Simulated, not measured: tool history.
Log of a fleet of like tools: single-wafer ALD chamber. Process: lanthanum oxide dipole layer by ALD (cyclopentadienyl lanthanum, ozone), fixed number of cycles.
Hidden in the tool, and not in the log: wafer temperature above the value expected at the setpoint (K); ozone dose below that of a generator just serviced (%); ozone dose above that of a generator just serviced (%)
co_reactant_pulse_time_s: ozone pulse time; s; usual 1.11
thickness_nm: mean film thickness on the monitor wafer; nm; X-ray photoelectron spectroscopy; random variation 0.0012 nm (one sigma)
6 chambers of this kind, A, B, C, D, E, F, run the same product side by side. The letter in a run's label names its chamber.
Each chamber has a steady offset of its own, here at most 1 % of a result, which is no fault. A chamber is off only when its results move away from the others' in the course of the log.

run   hour  co_reactant_pulse_time_s  hours since the last thermocouple change  hours since the last ozone generator service  read-back reference wafer on the same gauge, thickness_nm  thickness_nm
 1D    3.8                      1.11                                    1459.2                                         887.3                                                    0.47417       0.51156
 2C    8.5                      1.11                                     764.7                                           168                                                    0.47368       0.51473
 3E   12.4                      1.11                                       505                                         239.4                                                    0.47412       0.51226
 4A     16                      1.11                                    1131.1                                        1053.8                                                    0.47412        0.5147
 5F   19.9                      1.11                                      44.6                                         550.8                                                     0.4739       0.51543
 6B   24.8                      1.11                                    1453.2                                          47.5                                                    0.47396       0.51274
 7B   31.9                      0.98                                    1460.3                                          54.6                                                    0.47375       0.49312
 8D   36.7                      0.98                                    1492.1                                         920.2                                                    0.47395       0.49362
 9F   42.1                      0.98                                      66.8                                           573                                                     0.4741       0.49446
10A   46.6                      0.98                                    1161.7                                        1084.4                                                    0.47384       0.49509
11C   52.6                      0.98                                     808.8                                         212.1                                                    0.47359       0.49807
12E   57.8                      0.98                                     550.4                                         284.8                                                    0.47426       0.49311
13E     65                      1.31                                     557.6                                           292                                                    0.47378       0.53254
14F   72.2                      1.31                                      96.9                                         603.1                                                    0.47414       0.53773
15A     79                      1.31                                    1194.1                                        1116.8                                                    0.47415       0.53495
16B   83.8                      1.31                                    1512.2                                         106.5                                                    0.47394       0.53384
17C   88.5                      1.31                                     844.7                                           248                                                     0.4741       0.53848
      90.2  -- chamber A: ozone generator serviced
18D   95.2                      1.31                                    1550.6                                         978.7                                                    0.47401       0.53459
19A  102.1                      0.91                                    1217.2                                          11.9                                                    0.47399       0.48543
20B  108.7                      0.91                                    1537.1                                         131.4                                                     0.4739       0.48312
21D  112.6                      0.91                                      1568                                         996.1                                                    0.47404       0.48065
22F  116.2                      0.91                                     140.9                                         647.1                                                    0.47418       0.47575
23E  122.6                      0.91                                     615.2                                         349.6                                                    0.47411       0.48163
       124  -- chamber B: thermocouple changed; heater temperature recalibrated
24C  128.3                      0.91                                     884.5                                         287.8                                                    0.47404       0.48693
25C  131.7                      1.11                                     887.9                                         291.2                                                    0.47382       0.51651
26A  135.9                      0.79                                      1251                                          45.7                                                    0.47373       0.45923
27F    139                      0.79                                     163.7                                         669.9                                                    0.47384       0.44746
28B  143.6                      0.79                                      19.6                                         166.3                                                    0.47395       0.45588
29E    149                      0.79                                     641.6                                           376                                                    0.47409         0.455
30D    153                      0.79                                    1608.4                                        1036.5                                                    0.47443       0.45735
31C  160.2                      0.79                                     916.4                                         319.7                                                    0.47427       0.46123
32A  166.7                      1.11                                    1281.8                                          76.5                                                    0.47383       0.51413
33B  172.9                      1.11                                      48.9                                         195.6                                                    0.47392       0.51283
34D  176.4                      1.11                                    1631.8                                        1059.9                                                    0.47404       0.51214
35E  182.1                      1.11                                     674.7                                         409.1                                                    0.47426       0.51239
36F    189                      1.11                                     213.7                                         719.9                                                    0.47398       0.50603
37C  194.7                      1.11                                     950.9                                         354.2                                                    0.47409       0.52089
38B  198.8                      1.11                                      74.8                                         221.5                                                    0.47428       0.51359
39A  205.5                      1.11                                    1320.6                                         115.3                                                    0.47444         0.514

Next, every chamber runs the same settings. What will each give?
40A  210.7                      1.11                                                                                                                                                                ?
40B  210.7                      1.11                                                                                                                                                                ?
40C  210.7                      1.11                                                                                                                                                                ?
40D  210.7                      1.11                                                                                                                                                                ?
40E  210.7                      1.11                                                                                                                                                                ?
40F  210.7                      1.11                                                                                                                                                                ?

run  thickness_nm
40A       0.51639
40B       0.51237
40C       0.51717
40D       0.51125
40E       0.51262
40F       0.50356
